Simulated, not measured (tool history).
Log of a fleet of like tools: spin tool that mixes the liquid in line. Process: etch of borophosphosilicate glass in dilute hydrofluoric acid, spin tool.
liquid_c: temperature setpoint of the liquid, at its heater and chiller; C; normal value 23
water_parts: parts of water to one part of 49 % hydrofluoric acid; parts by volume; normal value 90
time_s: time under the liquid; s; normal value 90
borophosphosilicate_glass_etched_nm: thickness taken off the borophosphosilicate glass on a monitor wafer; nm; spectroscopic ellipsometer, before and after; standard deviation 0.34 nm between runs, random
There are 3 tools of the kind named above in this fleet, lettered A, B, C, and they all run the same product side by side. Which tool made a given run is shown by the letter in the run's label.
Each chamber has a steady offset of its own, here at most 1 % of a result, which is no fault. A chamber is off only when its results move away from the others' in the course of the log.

| run | hour | liquid_c | water_parts | time_s | hours since the thermometer was replaced | hours since the hydrofluoric acid flow meter was replaced | read-back film thickness of the borophosphosilicate glass reference wafer, read on the same gauge (nm) | borophosphosilicate_glass_etched_nm |
|---|---|---|---|---|---|---|---|---|
| 1C | 8 | 23 | 90 | 90 | 1735.8 | 480 | 30.007 | 44.289 |
| 2A | 18.1 | 23 | 90 | 90 | 906.2 | 365.2 | 30.015 | 44.458 |
| 3B | 27.8 | 23 | 90 | 90 | 668.2 | 1770.6 | 30.005 | 44.793 |
| 4A | 38.5 | 23 | 90 | 90 | 926.6 | 385.6 | 29.991 | 44.237 |
| 5B | 48.7 | 23 | 90 | 90 | 689.1 | 1791.5 | 30.03 | 44.167 |
| 6C | 58.4 | 23 | 90 | 90 | 1786.2 | 530.4 | 29.979 | 44.901 |
| 7C | 73.6 | 23 | 90 | 90 | 1801.4 | 545.6 | 29.989 | 44.907 |
| 8B | 87 | 23 | 90 | 90 | 727.4 | 1829.8 | 29.997 | 44.133 |
| 9A | 97.3 | 23 | 90 | 90 | 985.4 | 444.4 | 29.991 | 43.963 |
| 10C | 106.8 | 23 | 90 | 90 | 1834.6 | 578.8 | 30.018 | 44.398 |
| 11A | 120.1 | 23 | 90 | 90 | 1008.2 | 467.2 | 30.004 | 44.084 |
|  | 121.7 | chamber B: hydrofluoric acid flow meter replaced |
| 12B | 130.4 | 23 | 90 | 90 | 770.8 | 8.8 | 30.001 | 43.949 |
| 13C | 142 | 23 | 90 | 90 | 1869.8 | 614 | 30.012 | 44.868 |
| 14B | 153 | 23 | 90 | 90 | 793.4 | 31.4 | 30 | 43.632 |
| 15A | 168.5 | 23 | 90 | 90 | 1056.6 | 515.6 | 29.989 | 43.72 |
| 16A | 181.9 | 23 | 90 | 90 | 1070 | 529 | 30.033 | 43.956 |
| 17B | 192.2 | 23 | 90 | 90 | 832.6 | 70.6 | 30.032 | 43.989 |
| 18C | 203.9 | 23 | 90 | 90 | 1931.7 | 675.9 | 29.98 | 44.648 |
| 19B | 217.9 | 23 | 90 | 90 | 858.3 | 96.3 | 30.019 | 44.635 |
| 20C | 230.1 | 23 | 90 | 90 | 1957.9 | 702.1 | 30.008 | 44.601 |
| 21A | 237.9 | 23 | 90 | 90 | 1126 | 585 | 29.995 | 43.734 |
| 22C | 248.3 | 23 | 90 | 90 | 1976.1 | 720.3 | 29.985 | 44.157 |
| 23A | 259.7 | 23 | 90 | 90 | 1147.8 | 606.8 | 30.03 | 44.264 |
| 24B | 267.6 | 25 | 130 | 90 | 908 | 146 | 30.031 | 31.419 |
| 25A | 279.1 | 25 | 130 | 90 | 1167.2 | 626.2 | 29.994 | 31.102 |
| 26B | 286.5 | 25 | 130 | 90 | 926.9 | 164.9 | 29.989 | 31.184 |
| 27C | 294.2 | 23 | 90 | 90 | 2022 | 766.2 | 29.995 | 44.834 |
| 28B | 304.3 | 23 | 90 | 90 | 944.7 | 182.7 | 29.995 | 44.331 |
| 29C | 313.9 | 23 | 90 | 90 | 2041.7 | 785.9 | 29.988 | 44.131 |
| 30A | 323.5 | 23 | 90 | 90 | 1211.6 | 670.6 | 30.036 | 43.77 |
| 31A | 336.7 | 20 | 90 | 55 | 1224.8 | 683.8 | 30.026 | 23.837 |

For the next run the whole fleet of 3 chambers uses the same settings. Give each chamber's results:
| 32A | 348 | 23 | 90 | 90 |  |  |  | ? |
| 32B | 348 | 23 | 90 | 90 |  |  |  | ? |
| 32C | 348 | 23 | 90 | 90 |  |  |  | ? |

| run | borophosphosilicate_glass_etched_nm |
|---|---|
| 32A | 43.78 |
| 32B | 43.822 |
| 32C | 44.801 |
